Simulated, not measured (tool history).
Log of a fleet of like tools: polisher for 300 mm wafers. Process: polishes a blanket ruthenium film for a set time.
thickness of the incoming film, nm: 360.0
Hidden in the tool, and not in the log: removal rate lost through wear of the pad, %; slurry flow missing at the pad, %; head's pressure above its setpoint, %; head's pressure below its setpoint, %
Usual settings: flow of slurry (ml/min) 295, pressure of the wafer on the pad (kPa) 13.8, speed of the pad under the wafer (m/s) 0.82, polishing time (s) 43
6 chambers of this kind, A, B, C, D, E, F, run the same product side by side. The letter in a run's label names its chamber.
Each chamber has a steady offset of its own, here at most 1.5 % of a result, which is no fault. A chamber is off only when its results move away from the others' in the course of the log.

run   hour  flow of slurry (ml/min)  pressure of the wafer on the pad (kPa)  speed of the pad under the wafer (m/s)  polishing time (s)  wafers polished on this pad  hours since the slurry nozzle was cleaned  hours since the head pressure was calibrated  film removed (angstrom)
       5.2  -- chamber B: worn pad replaced by a new one
 1E    6.1                      295                                    13.8                                    0.82                  43                          484                                      659.1                                         178.2                   331.04
 2D   14.3                      295                                    13.8                                    0.82                  43                          163                                      111.7                                         191.4                   349.72
      21.4  -- chamber E: worn pad replaced by a new one
 3B   21.4                      295                                    13.8                                    0.82                  43                          157                                      404.3                                         748.2                   341.87
 4F   31.5                      295                                    13.8                                    0.82                  43                          896                                      193.4                                         960.7                   339.51
      38.2  -- chamber B: slurry nozzle cleaned
 5C   38.6                      295                                    13.8                                    0.82                  43                          661                                      173.8                                         909.6                   351.79
      40.6  -- chamber F: worn pad replaced by a new one
 6A   47.5                      295                                    13.8                                    0.82                  43                          662                                      199.7                                         820.8                   351.02
 7F   56.6                      295                                    13.8                                    0.82                  43                          155                                      218.5                                         985.8                   344.67
 8C   64.6                      295                                    13.8                                    0.82                  43                          913                                      199.8                                         935.6                    342.9
 9A   71.1                      295                                    13.8                                    0.82                  43                          890                                      223.3                                         844.4                   345.87
      71.7  -- chamber C: worn pad replaced by a new one
10E   76.8                      295                                    13.8                                    0.82                  43                          537                                      729.8                                         248.9                   343.78
11D   84.3                      295                                    13.8                                    0.82                  43                          841                                      181.7                                         261.4                   351.54
      90.3  -- chamber E: worn pad replaced by a new one
12B   91.4                      295                                    13.8                                    0.82                  43                          836                                       53.3                                         818.2                   336.46
13F   99.9                      295                                    13.8                                    0.82                  43                          575                                      261.8                                        1029.1                   347.72
14E  104.4                      295                                    13.8                                    0.82                  43                          137                                      757.4                                         276.5                   337.45
       107  -- chamber F: head pressure recalibrated
15A  113.9                      340                                    13.8                                    0.64                  43                         1305                                      266.1                                         887.2                   273.23
     116.6  -- chamber B: worn pad replaced by a new one
16C  119.9                      340                                    13.8                                    0.64                  43                          467                                      255.1                                         990.9                   270.99
       124  -- chamber A: slurry nozzle cleaned
17D  128.5                      340                                    13.8                                    0.64                  43                         1270                                      225.9                                         305.6                   279.45
     133.1  -- chamber D: worn pad replaced by a new one
18B  133.3                      340                                    13.8                                    0.64                  43                          162                                       95.2                                         860.1                   266.84
     140.1  -- chamber F: worn pad replaced by a new one
19D  141.6                      340                                    13.8                                    0.64                  43                           82                                        239                                         318.7                   276.46
     147.8  -- chamber A: worn pad replaced by a new one
20F  148.5                      340                                    13.8                                    0.64                  43                           81                                      310.4                                          41.6                   245.04
21A    155                      295                                    13.8                                    0.82                  43                           69                                       31.1                                         928.3                    344.3
22C  164.5                      295                                    13.8                                    0.82                  43                          899                                      299.7                                        1035.5                   346.75
     170.3  -- chamber E: worn pad replaced by a new one
23E  174.7                      295                                    16.5                                    0.82                  43                           43                                      827.7                                         346.8                   406.85
24B  180.4                      295                                    16.5                                    0.82                  43                          619                                      142.3                                         907.2                   406.05
     189.6  -- chamber D: slurry nozzle cleaned
25E  190.1                      295                                    16.5                                    0.82                  43                          192                                      843.1                                         362.2                   404.09
26D  197.2                      295                                    16.5                                    0.82                  43                          621                                        7.6                                         374.3                   417.88
       201  -- chamber C: worn pad replaced by a new one
27C  202.9                      295                                    16.5                                    0.82                  43                           19                                      338.1                                        1073.9                   407.79
     204.2  -- chamber F: slurry nozzle cleaned
28F  210.7                      295                                    16.5                                    0.82                  43                          684                                        6.5                                         103.8                   372.89
29A  216.3                      355                                    12.4                                    0.82                  43                          664                                       92.4                                         989.6                   319.27
30B  226.4                      355                                    12.4                                    0.82                  43                         1065                                      188.3                                         953.2                   316.02
31E  233.2                      355                                    12.4                                    0.82                  43                          610                                      886.2                                         405.3                   307.93
     241.5  -- chamber C: head pressure recalibrated
     241.8  -- chamber E: worn pad replaced by a new one
     243.5  -- chamber B: worn pad replaced by a new one
32C  243.6                      355                                    12.4                                    0.82                  43                          413                                      378.8                                           2.2                   317.71
33A  253.8                      355                                    12.4                                    0.82                  43                         1027                                      129.9                                        1027.1                   309.17
     261.8  -- chamber F: worn pad replaced by a new one
34B  263.9                      355                                    12.4                                    0.82                  43                          198                                      225.8                                         990.7                   313.57
     267.9  -- chamber D: worn pad replaced by a new one
     271.2  -- chamber A: head pressure recalibrated
35D  272.2                      295                                    13.8                                    0.82                  43                           42                                       82.6                                         449.3                   356.92
36F  280.2                      295                                    13.8                                    0.82                  43                          179                                         76                                         173.3                   312.15
37C  286.5                      295                                    13.8                                    0.82                  43                          829                                      421.7                                          45.1                   347.37
     287.3  -- chamber A: worn pad replaced by a new one
38D  293.6                      295                                    13.8                                    0.82                  43                          249                                        104                                         470.7                   349.93
39E  300.4                      295                                    13.8                                    0.82                  43                          568                                      953.4                                         472.5                   346.12
40B  310.2                      295                                    13.8                                    0.82                  43                          646                                      272.1                                          1037                   333.24
41A  315.5                      295                                    13.8                                    0.82                  43                          273                                      191.6                                          44.4                   340.03

Is one chamber off against the others, does the gauge drift, or is nothing wrong? If a chamber is off, say which, and what the likeliest cause is.

A service left chamber F off against the others.
Cause: head's pressure below its setpoint, % = 10.2.

Here are 4 candidates for chamber F's next run, each the usual settings with a change, their results left as question marks. Which one brings its results back in line with what the others give on the usual settings?
In line means no further than this from the other chambers' mean on the usual settings: film removed (angstrom) 14
42F-1  323.1                      295                                    14.5                                    0.88                  46                                                                                                                                              ?
42F-2  323.1                      290                                    13.8                                    0.82                  35                                                                                                                                              ?
42F-3  323.1                      295                                    12.4                                    0.82                  43                                                                                                                                              ?
42F-4  323.1                      295                                    15.2                                    0.82                  43                                                                                                                                              ?

The other chambers' mean on the usual settings: film removed (angstrom) 345.16
  run  film removed (angstrom)
42F-1                   375.96
42F-2                   253.59
42F-3                   281.29
42F-4                   342.83
42F-4 brings the chamber back in line.
